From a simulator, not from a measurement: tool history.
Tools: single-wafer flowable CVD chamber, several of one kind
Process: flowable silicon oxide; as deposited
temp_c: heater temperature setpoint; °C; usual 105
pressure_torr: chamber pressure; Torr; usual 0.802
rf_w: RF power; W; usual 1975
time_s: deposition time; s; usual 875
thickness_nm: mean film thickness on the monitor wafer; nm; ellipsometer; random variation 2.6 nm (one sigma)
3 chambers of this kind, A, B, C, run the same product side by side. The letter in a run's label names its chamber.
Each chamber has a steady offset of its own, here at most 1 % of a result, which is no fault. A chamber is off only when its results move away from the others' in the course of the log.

run   hour  temp_c  pressure_torr  rf_w  time_s  read-back reference wafer on the same gauge, thickness_nm  thickness_nm
 1B    6.8     105          0.802  1975     875                                                     380.07        452.52
 2C   11.4     105          0.802  1975     875                                                     380.06        445.41
 3A   17.4     105          0.802  1975     875                                                     379.95        451.33
 4A   22.7     105          0.802  1975     875                                                     379.88        451.16
      28.5  -- chamber C: thermocouple changed; heater temperature recalibrated
 5B   31.2     105          0.802  1975     875                                                     379.61        448.12
 6C   36.0     105          0.802  1975     875                                                     379.96        443.67
 7B   40.8     105          0.802  1975     875                                                     379.76        449.60
 8C   48.3     105          0.802  1975     875                                                     379.81        441.87
 9A   53.3     105          0.802  1975     875                                                     379.73        456.41
10A   61.1     105          0.802  1975     875                                                     380.51        456.73
11B   68.2     105          0.802  1975     875                                                     380.16        449.85
12C   73.9     105          0.802  1975     875                                                     379.64        444.98
13A   82.1     110          0.692  1975     875                                                     379.92        325.55
14B   86.5     110          0.692  1975     875                                                     380.05        315.45
15C   90.8     110          0.692  1975     875                                                     380.76        309.54
16C   97.4     105          0.802  1975     875                                                     379.54        447.27
17A  102.6     105          0.802  1975     875                                                     380.17        473.87
18B  108.0     105          0.802  1975     875                                                     380.04        452.06
19C  114.9     105          0.802  1975     875                                                     379.71        443.01
20B  122.3     105          0.947  1820     875                                                     380.06        548.03

All 3 chambers run these settings next. Forecast each chamber's results:
21A  129.0     105          0.802  1975     875                                                                        ?
21B  129.0     105          0.802  1975     875                                                                        ?
21C  129.0     105          0.802  1975     875                                                                        ?

run  thickness_nm
21A        478.99
21B        449.16
21C        446.73
